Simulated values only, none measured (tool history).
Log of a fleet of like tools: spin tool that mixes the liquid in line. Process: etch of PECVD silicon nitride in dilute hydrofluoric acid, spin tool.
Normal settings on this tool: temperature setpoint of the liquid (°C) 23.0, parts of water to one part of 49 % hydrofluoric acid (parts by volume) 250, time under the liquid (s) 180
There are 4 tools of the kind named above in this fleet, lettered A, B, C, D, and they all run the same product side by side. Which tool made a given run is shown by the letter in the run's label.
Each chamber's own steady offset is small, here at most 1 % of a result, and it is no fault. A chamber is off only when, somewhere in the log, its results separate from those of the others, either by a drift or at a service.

run    day  temperature setpoint of the liquid (°C)  parts of water to one part of 49 % hydrofluoric acid (parts by volume)  time under the liquid (s)  read-back film thickness of the PECVD silicon nitride reference wafer, read on the same gauge (nm)  thickness taken off the PECVD silicon nitride on a monitor wafer (Å)
 1A  0.371                                     23.0                                                                     250                        180                                                                                              139.98                                                               14.1570
 2D  0.658                                     23.0                                                                     250                        180                                                                                              140.01                                                               13.9620
 3C  0.917                                     23.0                                                                     250                        180                                                                                              140.01                                                               13.7930
 4B  1.242                                     23.0                                                                     250                        180                                                                                              140.01                                                               14.0790
 5A  1.538                                     23.0                                                                     250                        180                                                                                              140.00                                                               13.8200
 6C  1.779                                     23.0                                                                     250                        180                                                                                              139.99                                                               14.0690
 7D  2.158                                     23.0                                                                     250                        180                                                                                              140.00                                                               14.3210
 8B  2.429                                     18.5                                                                     250                         95                                                                                              139.98                                                                5.4486
 9D  2.783                                     18.5                                                                     250                         95                                                                                              140.00                                                                5.5758
10B  3.129                                     18.5                                                                     250                         95                                                                                              139.98                                                                5.2134
11A  3.433                                     18.5                                                                     250                         95                                                                                              140.00                                                                5.6021
12C  3.738                                     23.0                                                                     250                        180                                                                                              139.98                                                               14.2390
13D  4.112                                     23.0                                                                     250                        180                                                                                              140.00                                                               14.3200
14B  4.458                                     25.0                                                                     195                        180                                                                                              140.01                                                               19.9470
15A  4.642                                     25.0                                                                     195                        180                                                                                              140.01                                                               20.0870
16C  4.825                                     25.0                                                                     195                        180                                                                                              140.00                                                               20.5670
17D  5.021                                     25.0                                                                     195                        180                                                                                              140.01                                                               19.5810
18A  5.296                                     23.0                                                                     250                        180                                                                                              140.00                                                               13.9940
19C  5.471                                     23.0                                                                     250                        180                                                                                              140.01                                                               13.7850
20B  5.675                                     23.0                                                                     250                        180                                                                                              139.99                                                               13.6980
21B  5.933                                     23.0                                                                     250                        180                                                                                              139.99                                                               13.6900
22D  6.158                                     23.0                                                                     250                        180                                                                                              140.00                                                               13.9100
23C  6.371                                     23.0                                                                     250                        180                                                                                              139.99                                                               14.1440
     6.400  -- chamber A: thermometer replaced
24A  6.692                                     23.0                                                                     250                        180                                                                                              139.98                                                               13.6380
25B  6.946                                     23.0                                                                     250                        180                                                                                              140.01                                                               14.1320
26A  7.338                                     23.0                                                                     250                        180                                                                                              140.00                                                               13.6890
27D  7.650                                     23.0                                                                     250                        180                                                                                              139.99                                                               14.0800
28C  7.821                                     23.0                                                                     250                        180                                                                                              140.01                                                               13.7780

Predict what each chamber gives when all 4 of them run the settings below next.
29A  8.104                                     18.5                                                                     250                        180                                                                                                                                                                         ?
29B  8.104                                     18.5                                                                     250                        180                                                                                                                                                                         ?
29C  8.104                                     18.5                                                                     250                        180                                                                                                                                                                         ?
29D  8.104                                     18.5                                                                     250                        180                                                                                                                                                                         ?

run  thickness taken off the PECVD silicon nitride on a monitor wafer (Å)
29A                                                               11.0340
29B                                                               10.8660
29C                                                               10.5310
29D                                                               10.6030
